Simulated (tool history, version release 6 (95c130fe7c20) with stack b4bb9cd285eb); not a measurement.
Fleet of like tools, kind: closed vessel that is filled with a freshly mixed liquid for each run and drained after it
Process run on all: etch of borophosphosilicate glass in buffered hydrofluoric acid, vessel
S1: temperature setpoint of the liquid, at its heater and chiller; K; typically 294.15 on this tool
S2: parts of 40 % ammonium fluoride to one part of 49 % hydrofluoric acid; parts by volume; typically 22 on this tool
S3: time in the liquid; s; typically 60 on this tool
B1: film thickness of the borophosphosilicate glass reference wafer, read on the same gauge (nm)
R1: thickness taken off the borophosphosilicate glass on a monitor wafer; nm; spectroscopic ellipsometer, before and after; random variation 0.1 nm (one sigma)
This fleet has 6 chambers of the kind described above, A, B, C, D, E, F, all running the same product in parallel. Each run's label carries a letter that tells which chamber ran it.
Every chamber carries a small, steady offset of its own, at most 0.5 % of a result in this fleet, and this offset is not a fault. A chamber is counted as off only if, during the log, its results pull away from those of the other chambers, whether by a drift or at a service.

| run | hour | S1 | S2 | S3 | B1 | R1 |
|---|---|---|---|---|---|---|
| 1D | 4.2 | 294.15 | 22 | 60 | 99.970 | 30.021 |
| 2F | 7.6 | 294.15 | 22 | 60 | 100.000 | 30.137 |
| 3B | 10.1 | 294.15 | 22 | 60 | 100.010 | 30.042 |
| 4A | 13.5 | 294.15 | 22 | 60 | 100.000 | 30.362 |
| 5E | 18.3 | 294.15 | 22 | 60 | 100.000 | 30.148 |
|  | 18.4 | chamber D: thermometer replaced |
| 6C | 22.4 | 294.15 | 22 | 60 | 99.976 | 30.133 |
| 7C | 26.0 | 294.15 | 22 | 60 | 99.992 | 29.944 |
| 8A | 31.1 | 294.15 | 22 | 60 | 100.040 | 30.209 |
| 9F | 36.1 | 294.15 | 22 | 60 | 100.000 | 30.256 |
| 10B | 41.1 | 294.15 | 22 | 60 | 100.020 | 30.134 |
| 11E | 44.2 | 294.15 | 15 | 40 | 100.000 | 28.439 |
| 12D | 46.5 | 294.15 | 15 | 40 | 99.996 | 28.482 |
| 13B | 50.4 | 294.15 | 15 | 40 | 100.000 | 28.304 |
| 14F | 53.0 | 294.15 | 15 | 40 | 100.000 | 28.301 |
| 15C | 57.5 | 294.15 | 15 | 40 | 100.010 | 28.382 |
| 16A | 61.1 | 294.15 | 15 | 40 | 99.999 | 28.450 |
| 17E | 66.0 | 290.65 | 22 | 85 | 99.976 | 35.362 |
| 18D | 70.1 | 290.65 | 22 | 85 | 99.987 | 34.794 |
| 19F | 75.1 | 290.65 | 22 | 85 | 100.020 | 35.311 |
| 20E | 77.7 | 290.65 | 22 | 85 | 99.997 | 35.471 |
| 21A | 81.2 | 290.65 | 22 | 85 | 100.030 | 35.058 |
|  | 83.8 | chamber D: hydrofluoric acid flow meter replaced |
| 22D | 84.3 | 290.65 | 22 | 85 | 99.978 | 34.938 |
| 23C | 88.7 | 294.15 | 22 | 60 | 100.000 | 30.235 |
| 24B | 91.8 | 294.15 | 22 | 60 | 100.010 | 30.162 |
| 25A | 94.6 | 294.15 | 28 | 90 | 99.997 | 38.128 |
| 26D | 97.4 | 294.15 | 28 | 90 | 100.020 | 37.828 |
| 27B | 102.4 | 294.15 | 28 | 90 | 100.020 | 38.530 |
| 28C | 105.2 | 294.15 | 28 | 90 | 100.010 | 38.341 |
| 29E | 107.7 | 294.15 | 28 | 90 | 100.050 | 38.692 |
| 30F | 110.4 | 294.15 | 28 | 90 | 99.988 | 38.086 |
| 31F | 114.7 | 294.15 | 22 | 60 | 100.030 | 30.003 |
| 32D | 117.6 | 296.15 | 14 | 60 | 100.010 | 51.119 |
| 33C | 122.6 | 296.15 | 14 | 60 | 99.941 | 50.464 |
| 34A | 125.0 | 296.15 | 14 | 60 | 99.984 | 51.314 |
| 35E | 128.7 | 296.15 | 14 | 60 | 100.000 | 53.016 |
| 36B | 132.1 | 296.15 | 14 | 60 | 99.982 | 50.213 |
| 37B | 136.8 | 296.15 | 14 | 60 | 99.972 | 50.365 |
| 38E | 140.4 | 294.15 | 22 | 60 | 99.978 | 31.031 |
| 39D | 144.4 | 294.15 | 22 | 60 | 100.030 | 30.010 |
| 40F | 148.6 | 294.15 | 22 | 60 | 100.000 | 30.015 |
| 41A | 154.0 | 294.15 | 22 | 60 | 99.997 | 30.115 |
| 42C | 157.1 | 294.15 | 22 | 60 | 99.987 | 30.149 |

All chambers now run identical settings, listed one chamber a line with results as question marks. What results will each chamber show?
| 43A | 161.0 | 294.15 | 22 | 60 |  | ? |
| 43B | 161.0 | 294.15 | 22 | 60 |  | ? |
| 43C | 161.0 | 294.15 | 22 | 60 |  | ? |
| 43D | 161.0 | 294.15 | 22 | 60 |  | ? |
| 43E | 161.0 | 294.15 | 22 | 60 |  | ? |
| 43F | 161.0 | 294.15 | 22 | 60 |  | ? |

| run | R1 |
|---|---|
| 43A | 30.297 |
| 43B | 30.019 |
| 43C | 30.307 |
| 43D | 29.842 |
| 43E | 31.009 |
| 43F | 29.923 |
